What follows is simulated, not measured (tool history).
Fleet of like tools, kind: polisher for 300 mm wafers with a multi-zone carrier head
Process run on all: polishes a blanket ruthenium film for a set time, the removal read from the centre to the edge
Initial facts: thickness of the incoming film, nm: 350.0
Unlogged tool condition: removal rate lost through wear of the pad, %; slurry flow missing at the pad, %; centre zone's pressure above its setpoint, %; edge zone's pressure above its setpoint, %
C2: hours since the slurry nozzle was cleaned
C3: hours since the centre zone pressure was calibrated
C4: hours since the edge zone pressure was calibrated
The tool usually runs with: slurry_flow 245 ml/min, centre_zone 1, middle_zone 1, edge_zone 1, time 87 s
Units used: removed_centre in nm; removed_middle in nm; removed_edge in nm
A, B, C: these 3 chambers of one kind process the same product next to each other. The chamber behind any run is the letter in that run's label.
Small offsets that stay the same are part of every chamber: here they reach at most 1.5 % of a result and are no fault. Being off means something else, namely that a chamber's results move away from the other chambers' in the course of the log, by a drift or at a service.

{"run": "1C", "day": 0.575, "slurry_flow": 245, "centre_zone": 1, "middle_zone": 1, "edge_zone": 1, "time": 87, "wafers polished on this pad": 862, "C2": 273.2, "C3": 231.1, "C4": 404.4, "removed_centre": 106.56, "removed_middle": 105.45, "removed_edge": 105.35}
{"day": 0.729, "done": "chamber C: worn pad replaced by a new one"}
{"run": "2A", "day": 0.883, "slurry_flow": 245, "centre_zone": 1, "middle_zone": 1, "edge_zone": 1, "time": 87, "wafers polished on this pad": 289, "C2": 715.3, "C3": 210.4, "C4": 630.9, "removed_centre": 104.75, "removed_middle": 104.63, "removed_edge": 103.32}
{"run": "3B", "day": 1.267, "slurry_flow": 245, "centre_zone": 1, "middle_zone": 1, "edge_zone": 1, "time": 87, "wafers polished on this pad": 1181, "C2": 490.2, "C3": 334, "C4": 38, "removed_centre": 105.21, "removed_middle": 104.16, "removed_edge": 104.34}
{"day": 1.721, "done": "chamber A: slurry nozzle cleaned"}
{"day": 1.833, "done": "chamber B: worn pad replaced by a new one"}
{"run": "4B", "day": 1.858, "slurry_flow": 245, "centre_zone": 1, "middle_zone": 1, "edge_zone": 1, "time": 87, "wafers polished on this pad": 4, "C2": 504.4, "C3": 348.2, "C4": 52.2, "removed_centre": 105.71, "removed_middle": 104.94, "removed_edge": 107.67}
{"run": "5C", "day": 2.242, "slurry_flow": 245, "centre_zone": 1, "middle_zone": 1, "edge_zone": 1, "time": 87, "wafers polished on this pad": 262, "C2": 313.2, "C3": 271.1, "C4": 444.4, "removed_centre": 104.75, "removed_middle": 107.41, "removed_edge": 106.43}
{"run": "6A", "day": 2.846, "slurry_flow": 245, "centre_zone": 1, "middle_zone": 0.9, "edge_zone": 1, "time": 87, "wafers polished on this pad": 629, "C2": 27, "C3": 257.5, "C4": 678, "removed_centre": 107.16, "removed_middle": 96.237, "removed_edge": 107.98}
{"run": "7A", "day": 3.296, "slurry_flow": 245, "centre_zone": 1, "middle_zone": 0.9, "edge_zone": 1, "time": 87, "wafers polished on this pad": 707, "C2": 37.8, "C3": 268.3, "C4": 688.8, "removed_centre": 104.66, "removed_middle": 96.974, "removed_edge": 105.82}
{"day": 3.562, "done": "chamber B: centre zone pressure recalibrated"}
{"run": "8C", "day": 3.908, "slurry_flow": 245, "centre_zone": 1, "middle_zone": 0.9, "edge_zone": 1, "time": 87, "wafers polished on this pad": 550, "C2": 353.2, "C3": 311.1, "C4": 484.4, "removed_centre": 107.66, "removed_middle": 97.025, "removed_edge": 105.67}
{"run": "9B", "day": 4.283, "slurry_flow": 245, "centre_zone": 1, "middle_zone": 1, "edge_zone": 1, "time": 87, "wafers polished on this pad": 423, "C2": 562.6, "C3": 17.3, "C4": 110.4, "removed_centre": 105.82, "removed_middle": 104.63, "removed_edge": 105.12}
{"run": "10B", "day": 4.9, "slurry_flow": 245, "centre_zone": 1, "middle_zone": 1, "edge_zone": 1, "time": 87, "wafers polished on this pad": 530, "C2": 577.4, "C3": 32.1, "C4": 125.2, "removed_centre": 105.02, "removed_middle": 103.4, "removed_edge": 105.75}
{"day": 5.388, "done": "chamber A: edge zone pressure recalibrated"}
{"run": "11C", "day": 5.421, "slurry_flow": 245, "centre_zone": 1, "middle_zone": 1, "edge_zone": 1, "time": 87, "wafers polished on this pad": 811, "C2": 389.5, "C3": 347.4, "C4": 520.7, "removed_centre": 107.59, "removed_middle": 105.81, "removed_edge": 104.73}
{"day": 5.712, "done": "chamber A: worn pad replaced by a new one"}
{"day": 5.779, "done": "chamber C: edge zone pressure recalibrated"}
{"day": 5.842, "done": "chamber C: worn pad replaced by a new one"}
{"run": "12A", "day": 5.879, "slurry_flow": 245, "centre_zone": 1, "middle_zone": 1, "edge_zone": 1, "time": 87, "wafers polished on this pad": 29, "C2": 99.8, "C3": 330.3, "C4": 11.9, "removed_centre": 105.29, "removed_middle": 106.35, "removed_edge": 104.9}
{"run": "13B", "day": 6.175, "slurry_flow": 245, "centre_zone": 1, "middle_zone": 1, "edge_zone": 1, "time": 87, "wafers polished on this pad": 750, "C2": 608, "C3": 62.7, "C4": 155.8, "removed_centre": 103.73, "removed_middle": 102.12, "removed_edge": 103.6}
{"run": "14A", "day": 6.479, "slurry_flow": 245, "centre_zone": 1, "middle_zone": 1, "edge_zone": 1, "time": 87, "wafers polished on this pad": 132, "C2": 114.2, "C3": 344.7, "C4": 26.3, "removed_centre": 104.68, "removed_middle": 107.51, "removed_edge": 105.41}
{"run": "15C", "day": 6.921, "slurry_flow": 245, "centre_zone": 1, "middle_zone": 1, "edge_zone": 1, "time": 87, "wafers polished on this pad": 186, "C2": 425.5, "C3": 383.4, "C4": 27.5, "removed_centre": 108.03, "removed_middle": 105.48, "removed_edge": 104.27}
{"day": 7.046, "done": "chamber B: slurry nozzle cleaned"}
{"run": "16B", "day": 7.262, "slurry_flow": 245, "centre_zone": 1, "middle_zone": 1, "edge_zone": 1, "time": 87, "wafers polished on this pad": 938, "C2": 5.3, "C3": 88.8, "C4": 181.9, "removed_centre": 104.54, "removed_middle": 105.05, "removed_edge": 104.94}
{"run": "17C", "day": 7.733, "slurry_flow": 245, "centre_zone": 1, "middle_zone": 1, "edge_zone": 1, "time": 87, "wafers polished on this pad": 327, "C2": 445, "C3": 402.9, "C4": 47, "removed_centre": 108.38, "removed_middle": 105.57, "removed_edge": 104.21}
{"run": "18A", "day": 8.183, "slurry_flow": 245, "centre_zone": 1, "middle_zone": 1, "edge_zone": 1, "time": 87, "wafers polished on this pad": 427, "C2": 155.1, "C3": 385.6, "C4": 67.2, "removed_centre": 104.28, "removed_middle": 105.53, "removed_edge": 105.11}
{"run": "19C", "day": 8.612, "slurry_flow": 245, "centre_zone": 1, "middle_zone": 1, "edge_zone": 1, "time": 87, "wafers polished on this pad": 479, "C2": 466.1, "C3": 424, "C4": 68.1, "removed_centre": 111.74, "removed_middle": 106.53, "removed_edge": 105.08}
{"run": "20A", "day": 9.233, "slurry_flow": 245, "centre_zone": 1, "middle_zone": 1, "edge_zone": 1, "time": 87, "wafers polished on this pad": 609, "C2": 180.3, "C3": 410.8, "C4": 92.4, "removed_centre": 104.63, "removed_middle": 105.97, "removed_edge": 105.34}
{"day": 9.467, "done": "chamber B: worn pad replaced by a new one"}
{"run": "21B", "day": 9.717, "slurry_flow": 245, "centre_zone": 1, "middle_zone": 1, "edge_zone": 1, "time": 87, "wafers polished on this pad": 43, "C2": 64.2, "C3": 147.7, "C4": 240.8, "removed_centre": 104.87, "removed_middle": 104.19, "removed_edge": 105.34}
{"run": "22B", "day": 10.196, "slurry_flow": 245, "centre_zone": 1, "middle_zone": 1.1, "edge_zone": 0.94, "time": 87, "wafers polished on this pad": 126, "C2": 75.7, "C3": 159.2, "C4": 252.3, "removed_centre": 103.37, "removed_middle": 112.52, "removed_edge": 101.67}
{"run": "23C", "day": 10.746, "slurry_flow": 245, "centre_zone": 1, "middle_zone": 1.1, "edge_zone": 0.94, "time": 87, "wafers polished on this pad": 848, "C2": 517.3, "C3": 475.2, "C4": 119.3, "removed_centre": 112.19, "removed_middle": 116.88, "removed_edge": 102.43}
{"run": "24A", "day": 11.092, "slurry_flow": 245, "centre_zone": 1, "middle_zone": 1.1, "edge_zone": 0.94, "time": 87, "wafers polished on this pad": 930, "C2": 224.9, "C3": 455.4, "C4": 137, "removed_centre": 105.04, "removed_middle": 115.62, "removed_edge": 102.21}
{"day": 11.346, "done": "chamber C: worn pad replaced by a new one"}
{"run": "25C", "day": 11.688, "slurry_flow": 205, "centre_zone": 1.07, "middle_zone": 1, "edge_zone": 1, "time": 87, "wafers polished on this pad": 59, "C2": 539.9, "C3": 497.8, "C4": 141.9, "removed_centre": 115.77, "removed_middle": 102.87, "removed_edge": 103.16}
{"run": "26B", "day": 12.3, "slurry_flow": 205, "centre_zone": 1.07, "middle_zone": 1, "edge_zone": 1, "time": 87, "wafers polished on this pad": 490, "C2": 126.2, "C3": 209.7, "C4": 302.8, "removed_centre": 107.42, "removed_middle": 101.36, "removed_edge": 104.36}
{"run": "27A", "day": 12.821, "slurry_flow": 205, "centre_zone": 1.07, "middle_zone": 1, "edge_zone": 1, "time": 87, "wafers polished on this pad": 1229, "C2": 266.4, "C3": 496.9, "C4": 178.5, "removed_centre": 110.72, "removed_middle": 104.73, "removed_edge": 104.52}
{"run": "28A", "day": 13.367, "slurry_flow": 165, "centre_zone": 0.96, "middle_zone": 1, "edge_zone": 1, "time": 87, "wafers polished on this pad": 1323, "C2": 279.5, "C3": 510, "C4": 191.6, "removed_centre": 96.005, "removed_middle": 100.66, "removed_edge": 99.575}
{"day": 13.425, "done": "chamber A: worn pad replaced by a new one"}
{"run": "29B", "day": 13.771, "slurry_flow": 165, "centre_zone": 0.96, "middle_zone": 1, "edge_zone": 1, "time": 87, "wafers polished on this pad": 744, "C2": 161.5, "C3": 245, "C4": 338.1, "removed_centre": 93.752, "removed_middle": 95.604, "removed_edge": 100.74}
{"run": "30C", "day": 14.192, "slurry_flow": 165, "centre_zone": 0.96, "middle_zone": 1, "edge_zone": 1, "time": 87, "wafers polished on this pad": 492, "C2": 600, "C3": 557.9, "C4": 202, "removed_centre": 102.77, "removed_middle": 99.933, "removed_edge": 100.15}
{"run": "31C", "day": 14.683, "slurry_flow": 245, "centre_zone": 1, "middle_zone": 1, "edge_zone": 1, "time": 87, "wafers polished on this pad": 577, "C2": 611.8, "C3": 569.7, "C4": 213.8, "removed_centre": 116.2, "removed_middle": 107.88, "removed_edge": 105.15}
{"run": "32A", "day": 15.038, "slurry_flow": 245, "centre_zone": 1, "middle_zone": 1, "edge_zone": 1, "time": 87, "wafers polished on this pad": 278, "C2": 319.6, "C3": 550.1, "C4": 231.7, "removed_centre": 104.66, "removed_middle": 104.89, "removed_edge": 103.81}
{"run": "33B", "day": 15.433, "slurry_flow": 245, "centre_zone": 1, "middle_zone": 1, "edge_zone": 1, "time": 87, "wafers polished on this pad": 1032, "C2": 201.4, "C3": 284.9, "C4": 378, "removed_centre": 103.09, "removed_middle": 104.96, "removed_edge": 106}
{"run": "34B", "day": 16.021, "slurry_flow": 180, "centre_zone": 1, "middle_zone": 1, "edge_zone": 1.08, "time": 87, "wafers polished on this pad": 1133, "C2": 215.5, "C3": 299, "C4": 392.1, "removed_centre": 100.01, "removed_middle": 99.12, "removed_edge": 106.02}

Next, every chamber runs the same settings. What will each give?
{"run": "35A", "day": 16.467, "slurry_flow": 245, "centre_zone": 1, "middle_zone": 1.05, "edge_zone": 1, "time": 87, "removed_centre": "?", "removed_middle": "?", "removed_edge": "?"}
{"run": "35B", "day": 16.467, "slurry_flow": 245, "centre_zone": 1, "middle_zone": 1.05, "edge_zone": 1, "time": 87, "removed_centre": "?", "removed_middle": "?", "removed_edge": "?"}
{"run": "35C", "day": 16.467, "slurry_flow": 245, "centre_zone": 1, "middle_zone": 1.05, "edge_zone": 1, "time": 87, "removed_centre": "?", "removed_middle": "?", "removed_edge": "?"}

run=35A removed_centre=103.59 removed_middle=111.52 removed_edge=105.33
run=35B removed_centre=104.54 removed_middle=108.01 removed_edge=104.31
run=35C removed_centre=116.53 removed_middle=111.49 removed_edge=104.58
